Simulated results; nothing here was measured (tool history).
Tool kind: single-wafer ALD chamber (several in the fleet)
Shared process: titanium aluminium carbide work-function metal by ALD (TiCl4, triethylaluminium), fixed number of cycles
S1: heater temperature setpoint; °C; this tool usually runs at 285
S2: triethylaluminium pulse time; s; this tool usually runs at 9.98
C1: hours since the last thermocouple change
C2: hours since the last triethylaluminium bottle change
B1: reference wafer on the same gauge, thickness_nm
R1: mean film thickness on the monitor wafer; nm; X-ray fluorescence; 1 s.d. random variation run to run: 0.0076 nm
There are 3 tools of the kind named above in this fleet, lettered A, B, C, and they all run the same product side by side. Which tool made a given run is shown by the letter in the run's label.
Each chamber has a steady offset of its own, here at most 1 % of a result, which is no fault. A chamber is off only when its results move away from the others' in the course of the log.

run 1C hour=11.7 | S1=285 S2=9.98 | C1=330.2 C2=1067.1 | B1=1.9399 | R1=1.8705
run 2A hour=24.1 | S1=285 S2=9.98 | C1=1428.5 C2=790.5 | B1=1.9375 | R1=1.88
run 3B hour=35.1 | S1=285 S2=9.98 | C1=835.7 C2=700.7 | B1=1.9404 | R1=1.8866
run 4B hour=42.7 | S1=285 S2=9.98 | C1=843.3 C2=708.3 | B1=1.9414 | R1=1.8878
run 5A hour=54.5 | S1=285 S2=9.98 | C1=1458.9 C2=820.9 | B1=1.9404 | R1=1.8839
run 6C hour=68 | S1=285 S2=9.98 | C1=386.5 C2=1123.4 | B1=1.9409 | R1=1.8597
run 7A hour=80.3 | S1=285 S2=9.98 | C1=1484.7 C2=846.7 | B1=1.9398 | R1=1.8878
run 8C hour=88.1 | S1=299 S2=11.19 | C1=406.6 C2=1143.5 | B1=1.9393 | R1=2.0011
run 9B hour=99.1 | S1=299 S2=11.19 | C1=899.7 C2=764.7 | B1=1.9386 | R1=2.0107
run 10C hour=114 | S1=299 S2=11.19 | C1=432.5 C2=1169.4 | B1=1.9406 | R1=2.0263
run 11A hour=125.6 | S1=285 S2=9.98 | C1=1530 C2=892 | B1=1.9411 | R1=1.8783
run 12B hour=135 | S1=285 S2=9.98 | C1=935.6 C2=800.6 | B1=1.9386 | R1=1.8825
run 13B hour=147.3 | S1=285 S2=9.98 | C1=947.9 C2=812.9 | B1=1.94 | R1=1.879
run 14A hour=163.3 | S1=285 S2=9.98 | C1=1567.7 C2=929.7 | B1=1.9417 | R1=1.8882
run 15C hour=177.1 | S1=285 S2=9.98 | C1=495.6 C2=1232.5 | B1=1.9417 | R1=1.8829
run 16B hour=184.3 | S1=285 S2=9.98 | C1=984.9 C2=849.9 | B1=1.9416 | R1=1.8942
-- hour=199.5 chamber A: triethylaluminium bottle replaced
run 17C hour=200.5 | S1=279 S2=8.56 | C1=519 C2=1255.9 | B1=1.94 | R1=1.793
run 18A hour=215 | S1=279 S2=8.56 | C1=1619.4 C2=15.6 | B1=1.9409 | R1=1.7789
run 19A hour=227.6 | S1=279 S2=8.56 | C1=1632 C2=28.2 | B1=1.9385 | R1=1.7842
run 20C hour=238.1 | S1=285 S2=13.74 | C1=556.6 C2=1293.5 | B1=1.9397 | R1=1.917
run 21B hour=254 | S1=285 S2=13.74 | C1=1054.6 C2=919.6 | B1=1.9389 | R1=1.9349
run 22B hour=269 | S1=285 S2=13.74 | C1=1069.6 C2=934.6 | B1=1.9414 | R1=1.9211
run 23A hour=283.2 | S1=285 S2=9.98 | C1=1687.6 C2=83.8 | B1=1.937 | R1=1.8811
run 24C hour=292 | S1=285 S2=9.98 | C1=610.5 C2=1347.4 | B1=1.94 | R1=1.8601
run 25B hour=301.5 | S1=285 S2=9.98 | C1=1102.1 C2=967.1 | B1=1.9384 | R1=1.8887
run 26C hour=313.2 | S1=285 S2=9.98 | C1=631.7 C2=1368.6 | B1=1.9422 | R1=1.8744
run 27A hour=327.2 | S1=285 S2=9.98 | C1=1731.6 C2=127.8 | B1=1.9405 | R1=1.8831
run 28C hour=335 | S1=285 S2=9.98 | C1=653.5 C2=1390.4 | B1=1.9418 | R1=1.8787
run 29B hour=345.3 | S1=285 S2=9.98 | C1=1145.9 C2=1010.9 | B1=1.941 | R1=1.878
run 30A hour=356.1 | S1=285 S2=9.98 | C1=1760.5 C2=156.7 | B1=1.9414 | R1=1.8828
run 31B hour=367.2 | S1=285 S2=9.98 | C1=1167.8 C2=1032.8 | B1=1.9405 | R1=1.882
run 32A hour=383.4 | S1=285 S2=9.98 | C1=1787.8 C2=184 | B1=1.9392 | R1=1.8769
run 33C hour=391.6 | S1=285 S2=9.98 | C1=710.1 C2=1447 | B1=1.9379 | R1=1.8757
run 34C hour=401.5 | S1=285 S2=9.98 | C1=720 C2=1456.9 | B1=1.9383 | R1=1.8774
run 35B hour=412.1 | S1=285 S2=9.98 | C1=1212.7 C2=1077.7 | B1=1.9406 | R1=1.8907
run 36A hour=420.7 | S1=285 S2=9.98 | C1=1825.1 C2=221.3 | B1=1.9405 | R1=1.8788
run 37C hour=430.9 | S1=285 S2=9.98 | C1=749.4 C2=1486.3 | B1=1.9395 | R1=1.87
run 38B hour=445.4 | S1=285 S2=9.98 | C1=1246 C2=1111 | B1=1.9405 | R1=1.8773

Each of the 3 chambers runs these same settings next. Fill in every chamber's results:
run 39A hour=457.1 | S1=285 S2=9.98 | R1=?
run 39B hour=457.1 | S1=285 S2=9.98 | R1=?
run 39C hour=457.1 | S1=285 S2=9.98 | R1=?

run=39A R1=1.8762
run=39B R1=1.8741
run=39C R1=1.8686

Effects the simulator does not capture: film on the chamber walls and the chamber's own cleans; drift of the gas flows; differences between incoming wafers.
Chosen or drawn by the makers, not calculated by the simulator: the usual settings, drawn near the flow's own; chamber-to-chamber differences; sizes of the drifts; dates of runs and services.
